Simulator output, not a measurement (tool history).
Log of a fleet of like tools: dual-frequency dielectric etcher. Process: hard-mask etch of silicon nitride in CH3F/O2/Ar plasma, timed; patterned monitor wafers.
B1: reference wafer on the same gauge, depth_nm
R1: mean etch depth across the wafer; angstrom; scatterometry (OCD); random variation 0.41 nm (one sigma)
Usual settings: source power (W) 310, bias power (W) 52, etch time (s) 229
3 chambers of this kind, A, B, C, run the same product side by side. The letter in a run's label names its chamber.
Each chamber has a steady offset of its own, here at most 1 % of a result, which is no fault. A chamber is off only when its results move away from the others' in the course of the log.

{"run": "1C", "day": 0.279, "source power (W)": 310, "bias power (W)": 52, "etch time (s)": 229, "B1": 110.98, "R1": 1299.6}
{"run": "2B", "day": 0.862, "source power (W)": 310, "bias power (W)": 52, "etch time (s)": 229, "B1": 110.97, "R1": 1297.2}
{"run": "3A", "day": 1.338, "source power (W)": 310, "bias power (W)": 52, "etch time (s)": 229, "B1": 111.06, "R1": 1311.7}
{"run": "4C", "day": 1.775, "source power (W)": 310, "bias power (W)": 52, "etch time (s)": 229, "B1": 110.99, "R1": 1305.4}
{"run": "5B", "day": 2.154, "source power (W)": 310, "bias power (W)": 60, "etch time (s)": 177, "B1": 110.91, "R1": 1050.3}
{"run": "6A", "day": 2.729, "source power (W)": 310, "bias power (W)": 60, "etch time (s)": 177, "B1": 111.0, "R1": 1057.5}
{"run": "7C", "day": 3.104, "source power (W)": 310, "bias power (W)": 60, "etch time (s)": 177, "B1": 111.07, "R1": 1062.3}
{"run": "8A", "day": 3.65, "source power (W)": 310, "bias power (W)": 52, "etch time (s)": 229, "B1": 110.96, "R1": 1311.5}
{"run": "9B", "day": 4.042, "source power (W)": 310, "bias power (W)": 52, "etch time (s)": 229, "B1": 110.98, "R1": 1300.8}
{"run": "10C", "day": 4.483, "source power (W)": 310, "bias power (W)": 52, "etch time (s)": 229, "B1": 111.06, "R1": 1305.0}
{"day": 4.7, "done": "chamber C: wet clean of the chamber"}
{"run": "11B", "day": 5.0, "source power (W)": 310, "bias power (W)": 52, "etch time (s)": 229, "B1": 111.07, "R1": 1301.6}
{"run": "12A", "day": 5.367, "source power (W)": 310, "bias power (W)": 52, "etch time (s)": 229, "B1": 110.99, "R1": 1305.8}
{"run": "13C", "day": 5.812, "source power (W)": 310, "bias power (W)": 52, "etch time (s)": 229, "B1": 111.09, "R1": 1264.4}
{"run": "14A", "day": 6.312, "source power (W)": 310, "bias power (W)": 52, "etch time (s)": 229, "B1": 111.06, "R1": 1304.0}
{"run": "15B", "day": 6.712, "source power (W)": 310, "bias power (W)": 52, "etch time (s)": 229, "B1": 111.07, "R1": 1302.3}
{"run": "16A", "day": 7.108, "source power (W)": 310, "bias power (W)": 52, "etch time (s)": 229, "B1": 111.02, "R1": 1304.5}
{"run": "17B", "day": 7.642, "source power (W)": 310, "bias power (W)": 52, "etch time (s)": 229, "B1": 111.02, "R1": 1300.2}
{"day": 7.917, "done": "chamber B: wet clean of the chamber"}
{"run": "18C", "day": 7.95, "source power (W)": 310, "bias power (W)": 52, "etch time (s)": 229, "B1": 111.01, "R1": 1251.8}
{"run": "19A", "day": 8.225, "source power (W)": 310, "bias power (W)": 52, "etch time (s)": 229, "B1": 110.95, "R1": 1303.2}
{"run": "20B", "day": 8.812, "source power (W)": 310, "bias power (W)": 52, "etch time (s)": 229, "B1": 110.97, "R1": 1302.1}
{"run": "21C", "day": 9.096, "source power (W)": 310, "bias power (W)": 52, "etch time (s)": 229, "B1": 110.96, "R1": 1257.6}

All 3 chambers run these settings next. Forecast each chamber's results:
{"run": "22A", "day": 9.517, "source power (W)": 330, "bias power (W)": 52, "etch time (s)": 229, "R1": "?"}
{"run": "22B", "day": 9.517, "source power (W)": 330, "bias power (W)": 52, "etch time (s)": 229, "R1": "?"}
{"run": "22C", "day": 9.517, "source power (W)": 330, "bias power (W)": 52, "etch time (s)": 229, "R1": "?"}

run=22A R1=1335.5
run=22B R1=1337.0
run=22C R1=1288.2

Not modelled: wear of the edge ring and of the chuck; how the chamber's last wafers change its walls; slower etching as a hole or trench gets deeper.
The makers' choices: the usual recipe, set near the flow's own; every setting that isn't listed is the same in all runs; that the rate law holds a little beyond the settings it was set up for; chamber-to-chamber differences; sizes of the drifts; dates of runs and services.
